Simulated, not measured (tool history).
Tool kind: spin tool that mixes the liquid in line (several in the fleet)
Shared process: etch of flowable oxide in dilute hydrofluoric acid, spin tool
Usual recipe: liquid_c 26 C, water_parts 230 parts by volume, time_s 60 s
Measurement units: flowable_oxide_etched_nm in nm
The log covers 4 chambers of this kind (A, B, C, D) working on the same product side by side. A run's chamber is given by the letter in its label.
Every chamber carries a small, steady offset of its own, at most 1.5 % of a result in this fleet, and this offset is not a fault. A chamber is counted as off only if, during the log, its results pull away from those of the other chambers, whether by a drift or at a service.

| run | hour | liquid_c | water_parts | time_s | hours since the thermometer was replaced | hours since the hydrofluoric acid flow meter was replaced | read-back film thickness of the flowable oxide reference wafer, read on the same gauge (nm) | flowable_oxide_etched_nm |
|---|---|---|---|---|---|---|---|---|
| 1B | 11.5 | 26 | 230 | 60 | 1720.7 | 390.8 | 40.022 | 12.72 |
| 2D | 20.7 | 26 | 230 | 60 | 882.3 | 1399.9 | 40.008 | 12.493 |
| 3A | 30.9 | 26 | 230 | 60 | 248.8 | 484.5 | 39.987 | 12.537 |
| 4C | 38.5 | 26 | 230 | 60 | 732 | 784.7 | 40.013 | 12.534 |
| 5C | 52.1 | 30 | 230 | 30 | 745.6 | 798.3 | 39.987 | 7.1858 |
| 6D | 65.6 | 30 | 230 | 30 | 927.2 | 1444.8 | 40.009 | 7.1642 |
| 7A | 76.5 | 30 | 230 | 30 | 294.4 | 530.1 | 39.979 | 7.2128 |
| 8B | 85.8 | 30 | 230 | 30 | 1795 | 465.1 | 39.985 | 7.1902 |
| 9A | 98.9 | 26 | 230 | 60 | 316.8 | 552.5 | 39.983 | 12.609 |
| 10C | 106.9 | 26 | 230 | 60 | 800.4 | 853.1 | 40.006 | 12.557 |
| 11B | 120.3 | 26 | 230 | 60 | 1829.5 | 499.6 | 40.008 | 12.605 |
| 12D | 127.6 | 26 | 230 | 60 | 989.2 | 1506.8 | 40.008 | 12.543 |
| 13B | 137.2 | 26 | 230 | 60 | 1846.4 | 516.5 | 39.993 | 12.745 |
| 14C | 149.2 | 26 | 230 | 60 | 842.7 | 895.4 | 39.994 | 12.588 |
| 15A | 156.2 | 26 | 230 | 60 | 374.1 | 609.8 | 39.991 | 12.518 |
| 16D | 168 | 26 | 230 | 60 | 1029.6 | 1547.2 | 40.008 | 12.478 |
| 17D | 181.2 | 26 | 230 | 60 | 1042.8 | 1560.4 | 39.997 | 12.497 |
| 18C | 191.3 | 26 | 230 | 60 | 884.8 | 937.5 | 39.996 | 12.365 |
| 19A | 204 | 26 | 230 | 60 | 421.9 | 657.6 | 40.024 | 12.612 |
| 20B | 211.9 | 26 | 230 | 60 | 1921.1 | 591.2 | 39.989 | 12.716 |
| 21D | 219.8 | 26 | 230 | 60 | 1081.4 | 1599 | 39.972 | 12.555 |
| 22C | 228.2 | 26 | 230 | 60 | 921.7 | 974.4 | 40.014 | 12.263 |
| 23B | 235.4 | 26 | 230 | 60 | 1944.6 | 614.7 | 40.019 | 12.608 |
| 24A | 241.9 | 26 | 230 | 60 | 459.8 | 695.5 | 40.016 | 12.575 |
|  | 247.2 | chamber B: hydrofluoric acid flow meter replaced |
| 25C | 255.6 | 26 | 230 | 60 | 949.1 | 1001.8 | 40.008 | 12.043 |
| 26D | 262.1 | 26 | 230 | 60 | 1123.7 | 1641.3 | 40 | 12.352 |
| 27B | 271.3 | 26 | 230 | 60 | 1980.5 | 24.2 | 39.999 | 12.516 |
| 28A | 282.8 | 26 | 230 | 60 | 500.7 | 736.4 | 39.994 | 12.685 |
| 29D | 292.9 | 26 | 230 | 60 | 1154.5 | 1672.1 | 40 | 12.475 |
| 30B | 299.2 | 26 | 230 | 60 | 2008.4 | 52.1 | 40.001 | 12.594 |
| 31C | 305.3 | 26 | 230 | 60 | 998.8 | 1051.5 | 40.006 | 11.835 |
| 32A | 317.7 | 26 | 230 | 60 | 535.6 | 771.3 | 39.989 | 12.593 |
| 33D | 326 | 26 | 230 | 60 | 1187.6 | 1705.2 | 39.984 | 12.574 |
| 34A | 338.7 | 26 | 230 | 60 | 556.6 | 792.3 | 39.997 | 12.62 |
| 35C | 344.8 | 26 | 230 | 60 | 1038.3 | 1091 | 39.999 | 11.707 |
| 36B | 356.9 | 26 | 230 | 60 | 2066.1 | 109.8 | 39.994 | 12.641 |
| 37D | 366.8 | 26 | 230 | 60 | 1228.4 | 1746 | 39.991 | 12.426 |
| 38C | 375.5 | 29 | 165 | 60 | 1069 | 1121.7 | 39.981 | 19.621 |
| 39A | 388.4 | 29 | 165 | 60 | 606.3 | 842 | 40.01 | 21.02 |
| 40B | 397.6 | 29 | 165 | 60 | 2106.8 | 150.5 | 40.006 | 21.083 |

The same settings go to every chamber for the next run, one line per chamber below. Forecast the results for each:
| 41A | 407.7 | 26 | 230 | 60 |  |  |  | ? |
| 41B | 407.7 | 26 | 230 | 60 |  |  |  | ? |
| 41C | 407.7 | 26 | 230 | 60 |  |  |  | ? |
| 41D | 407.7 | 26 | 230 | 60 |  |  |  | ? |

| run | flowable_oxide_etched_nm |
|---|---|
| 41A | 12.526 |
| 41B | 12.718 |
| 41C | 11.56 |
| 41D | 12.525 |

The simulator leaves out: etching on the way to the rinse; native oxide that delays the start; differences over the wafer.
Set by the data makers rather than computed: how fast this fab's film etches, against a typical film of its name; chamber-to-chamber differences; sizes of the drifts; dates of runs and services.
